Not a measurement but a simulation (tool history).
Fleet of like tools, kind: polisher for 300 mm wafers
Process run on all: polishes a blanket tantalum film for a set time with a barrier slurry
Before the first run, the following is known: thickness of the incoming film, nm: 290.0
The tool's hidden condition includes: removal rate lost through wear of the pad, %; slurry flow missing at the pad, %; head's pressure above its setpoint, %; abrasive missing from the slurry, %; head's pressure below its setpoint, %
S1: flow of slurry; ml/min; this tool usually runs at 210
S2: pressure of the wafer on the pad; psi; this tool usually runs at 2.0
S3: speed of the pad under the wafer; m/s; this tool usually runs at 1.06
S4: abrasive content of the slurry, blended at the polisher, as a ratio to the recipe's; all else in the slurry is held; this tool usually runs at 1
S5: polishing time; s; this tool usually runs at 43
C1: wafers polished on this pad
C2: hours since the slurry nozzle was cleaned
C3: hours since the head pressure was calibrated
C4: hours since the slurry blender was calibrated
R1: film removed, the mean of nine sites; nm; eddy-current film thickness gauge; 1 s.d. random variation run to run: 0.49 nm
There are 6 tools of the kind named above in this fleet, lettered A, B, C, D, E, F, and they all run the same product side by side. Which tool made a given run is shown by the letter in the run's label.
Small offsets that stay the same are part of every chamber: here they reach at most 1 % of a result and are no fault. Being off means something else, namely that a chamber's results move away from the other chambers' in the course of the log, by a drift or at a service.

| run | hour | S1 | S2 | S3 | S4 | S5 | C1 | C2 | C3 | C4 | R1 |
|---|---|---|---|---|---|---|---|---|---|---|---|
|  | 7.8 | chamber B: worn pad replaced by a new one |
| 1C | 9.8 | 210 | 2.0 | 1.06 | 1 | 43 | 509 | 82.7 | 347.0 | 119.1 | 64.941 |
| 2D | 19.6 | 210 | 2.0 | 1.06 | 1 | 43 | 878 | 248.1 | 374.2 | 58.2 | 64.536 |
| 3B | 24.4 | 210 | 2.0 | 1.06 | 1 | 43 | 263 | 596.0 | 1090.8 | 141.5 | 65.609 |
|  | 28.5 | chamber A: worn pad replaced by a new one |
| 4A | 29.2 | 210 | 2.0 | 1.06 | 1 | 43 | 12 | 746.3 | 441.8 | 260.9 | 64.548 |
|  | 38.0 | chamber D: worn pad replaced by a new one |
| 5E | 39.0 | 210 | 2.3 | 1.06 | 1 | 43 | 1270 | 699.4 | 230.2 | 85.1 | 74.217 |
| 6F | 49.6 | 210 | 2.3 | 1.06 | 1 | 43 | 1041 | 180.5 | 659.9 | 132.6 | 74.664 |
|  | 52.3 | chamber C: worn pad replaced by a new one |
| 7E | 54.3 | 210 | 2.3 | 1.06 | 1 | 43 | 1513 | 714.7 | 245.5 | 100.4 | 74.056 |
|  | 58.0 | chamber F: worn pad replaced by a new one |
| 8C | 60.9 | 210 | 2.3 | 1.06 | 1 | 43 | 137 | 133.8 | 398.1 | 170.2 | 74.612 |
| 9D | 67.0 | 210 | 2.3 | 1.06 | 1 | 43 | 460 | 295.5 | 421.6 | 105.6 | 75.129 |
|  | 73.2 | chamber A: slurry blender recalibrated |
| 10F | 75.5 | 210 | 2.3 | 1.06 | 1 | 43 | 277 | 206.4 | 685.8 | 158.5 | 75.703 |
| 11A | 81.4 | 210 | 2.0 | 1.06 | 1 | 43 | 840 | 798.5 | 494.0 | 8.2 | 64.687 |
|  | 84.6 | chamber B: worn pad replaced by a new one |
|  | 89.2 | chamber B: slurry nozzle cleaned |
| 12B | 91.7 | 270 | 2.3 | 1.06 | 1 | 43 | 113 | 2.5 | 1158.1 | 208.8 | 77.796 |
| 13E | 97.0 | 270 | 2.3 | 1.06 | 1 | 43 | 2191 | 757.4 | 288.2 | 143.1 | 75.351 |
|  | 101.7 | chamber A: worn pad replaced by a new one |
| 14C | 103.4 | 270 | 2.3 | 1.06 | 1 | 43 | 811 | 176.3 | 440.6 | 212.7 | 76.289 |
|  | 107.1 | chamber D: slurry blender recalibrated |
| 15A | 110.0 | 270 | 2.3 | 1.06 | 1 | 43 | 132 | 827.1 | 522.6 | 36.8 | 76.619 |
|  | 112.3 | chamber B: slurry blender recalibrated |
|  | 113.6 | chamber D: worn pad replaced by a new one |
|  | 118.3 | chamber F: worn pad replaced by a new one |
|  | 119.7 | chamber E: slurry blender recalibrated |
|  | 119.8 | chamber C: worn pad replaced by a new one |
| 16D | 120.5 | 270 | 2.3 | 1.06 | 1 | 43 | 110 | 349.0 | 475.1 | 13.4 | 76.697 |
|  | 126.1 | chamber F: slurry blender recalibrated |
| 17F | 131.3 | 270 | 2.3 | 1.06 | 1 | 43 | 207 | 262.2 | 741.6 | 5.2 | 75.999 |
| 18B | 138.9 | 210 | 2.0 | 1.06 | 1 | 43 | 862 | 49.7 | 1205.3 | 26.7 | 65.757 |
|  | 147.1 | chamber B: head pressure recalibrated |
| 19D | 148.7 | 210 | 2.0 | 1.06 | 1 | 43 | 557 | 377.2 | 503.3 | 41.6 | 65.573 |
|  | 154.7 | chamber B: worn pad replaced by a new one |
| 20B | 155.0 | 210 | 2.0 | 1.06 | 1 | 43 | 6 | 65.8 | 7.9 | 42.8 | 65.198 |
| 21C | 160.9 | 210 | 2.0 | 1.06 | 1 | 43 | 652 | 233.8 | 498.1 | 270.2 | 64.248 |
| 22F | 169.5 | 160 | 2.0 | 1.06 | 1 | 43 | 813 | 300.4 | 779.8 | 43.4 | 62.351 |
|  | 171.7 | chamber C: slurry blender recalibrated |
|  | 174.0 | chamber E: slurry nozzle cleaned |
|  | 175.6 | chamber A: worn pad replaced by a new one |
| 23E | 179.3 | 160 | 2.0 | 1.06 | 1 | 43 | 3497 | 5.3 | 370.5 | 59.7 | 60.581 |
|  | 181.8 | chamber C: worn pad replaced by a new one |
|  | 183.5 | chamber F: worn pad replaced by a new one |
| 24A | 185.1 | 160 | 2.0 | 1.06 | 1 | 43 | 151 | 902.2 | 597.7 | 111.9 | 61.785 |
|  | 186.0 | chamber D: worn pad replaced by a new one |
| 25D | 193.1 | 160 | 2.0 | 1.06 | 1 | 43 | 112 | 421.6 | 547.7 | 86.0 | 62.819 |
| 26F | 203.6 | 160 | 2.0 | 1.06 | 1 | 43 | 320 | 334.5 | 813.9 | 77.5 | 62.338 |
| 27B | 212.2 | 160 | 2.0 | 1.06 | 1 | 43 | 913 | 123.0 | 65.1 | 100.0 | 63.288 |
|  | 218.1 | chamber B: worn pad replaced by a new one |
| 28E | 222.6 | 210 | 2.0 | 1.06 | 1 | 43 | 4184 | 48.6 | 413.8 | 103.0 | 60.675 |
| 29C | 229.1 | 210 | 2.0 | 1.28 | 1 | 43 | 751 | 302.0 | 566.3 | 57.5 | 79.094 |
|  | 234.4 | chamber D: slurry nozzle cleaned |
| 30A | 237.6 | 210 | 2.0 | 1.28 | 1 | 43 | 985 | 954.7 | 650.2 | 164.4 | 78.998 |
|  | 238.6 | chamber A: slurry nozzle cleaned |
|  | 239.7 | chamber D: slurry blender recalibrated |
| 31A | 246.1 | 210 | 2.0 | 1.28 | 1 | 43 | 1120 | 7.6 | 658.7 | 172.9 | 78.978 |
|  | 246.5 | chamber A: worn pad replaced by a new one |
| 32D | 255.1 | 210 | 2.0 | 1.28 | 1 | 43 | 1096 | 20.8 | 609.7 | 15.5 | 79.989 |
|  | 260.3 | chamber C: worn pad replaced by a new one |
|  | 261.6 | chamber F: worn pad replaced by a new one |
|  | 262.7 | chamber D: worn pad replaced by a new one |
| 33C | 263.5 | 210 | 2.0 | 1.28 | 1 | 43 | 51 | 336.4 | 600.7 | 91.9 | 78.033 |
| 34E | 273.7 | 210 | 2.0 | 1.28 | 1 | 43 | 4995 | 99.7 | 464.9 | 154.1 | 72.665 |
| 35B | 279.6 | 210 | 2.0 | 1.06 | 1 | 39 | 976 | 190.4 | 132.5 | 167.4 | 59.356 |
|  | 282.8 | chamber B: worn pad replaced by a new one |
| 36F | 289.5 | 210 | 2.0 | 1.06 | 1 | 39 | 443 | 420.4 | 899.8 | 163.4 | 59.308 |
|  | 297.6 | chamber E: slurry blender recalibrated |
| 37C | 298.2 | 210 | 2.0 | 1.06 | 1 | 39 | 602 | 371.1 | 635.4 | 126.6 | 59.206 |
|  | 306.2 | chamber A: slurry blender recalibrated |
| 38F | 308.3 | 210 | 2.0 | 1.06 | 1 | 39 | 742 | 439.2 | 918.6 | 182.2 | 59.341 |
|  | 310.4 | chamber A: worn pad replaced by a new one |
| 39B | 313.2 | 210 | 2.0 | 1.06 | 1 | 39 | 483 | 224.0 | 166.1 | 201.0 | 58.321 |
| 40A | 318.3 | 210 | 2.0 | 1.06 | 1 | 39 | 126 | 79.8 | 730.9 | 12.1 | 58.759 |
| 41D | 324.7 | 210 | 2.0 | 1.06 | 1 | 43 | 984 | 90.4 | 679.3 | 85.1 | 64.483 |
| 42E | 330.9 | 210 | 2.0 | 1.06 | 1 | 43 | 5903 | 156.9 | 522.1 | 33.4 | 59.282 |
|  | 333.0 | chamber C: worn pad replaced by a new one |
| 43E | 341.4 | 210 | 2.0 | 1.06 | 1 | 43 | 6069 | 167.4 | 532.6 | 43.9 | 59.346 |
| 44C | 346.6 | 210 | 2.0 | 1.06 | 1 | 43 | 216 | 419.5 | 683.8 | 175.0 | 64.867 |

Has any chamber moved away from the others, gradually or after a service, or does the common gauge drift, or do the chambers differ only by their own small steady offsets? State the chamber and the most likely cause if one applies.

It is chamber E that slowly wanders off from its peers.
Likeliest cause: removal rate lost through wear of the pad, % = 9.61.
The log might look much the same if the cause were instead: head's pressure below its setpoint, %.

Chamber E could run next with any of the 4 candidate recipes listed below; each alters the usual settings, and their results appear as question marks. Which one brings its results back in line with what the other chambers deliver on the usual settings?
In-line tolerance around the mean of the other chambers on the usual settings: R1 1.700 nm
| 45E-1 | 354.4 | 210 | 2.0 | 1.08 | 1 | 44 |  |  |  |  | ? |
| 45E-2 | 354.4 | 210 | 2.0 | 1.00 | 1 | 41 |  |  |  |  | ? |
| 45E-3 | 354.4 | 210 | 2.0 | 1.04 | 1 | 42 |  |  |  |  | ? |
| 45E-4 | 354.4 | 210 | 2.0 | 1.06 | 1 | 48 |  |  |  |  | ? |

What the other chambers average on the usual settings: R1 64.950 nm
| run | R1 |
|---|---|
| 45E-1 | 61.460 |
| 45E-2 | 52.982 |
| 45E-3 | 56.470 |
| 45E-4 | 65.792 |
45E-4 brings the chamber back in line.
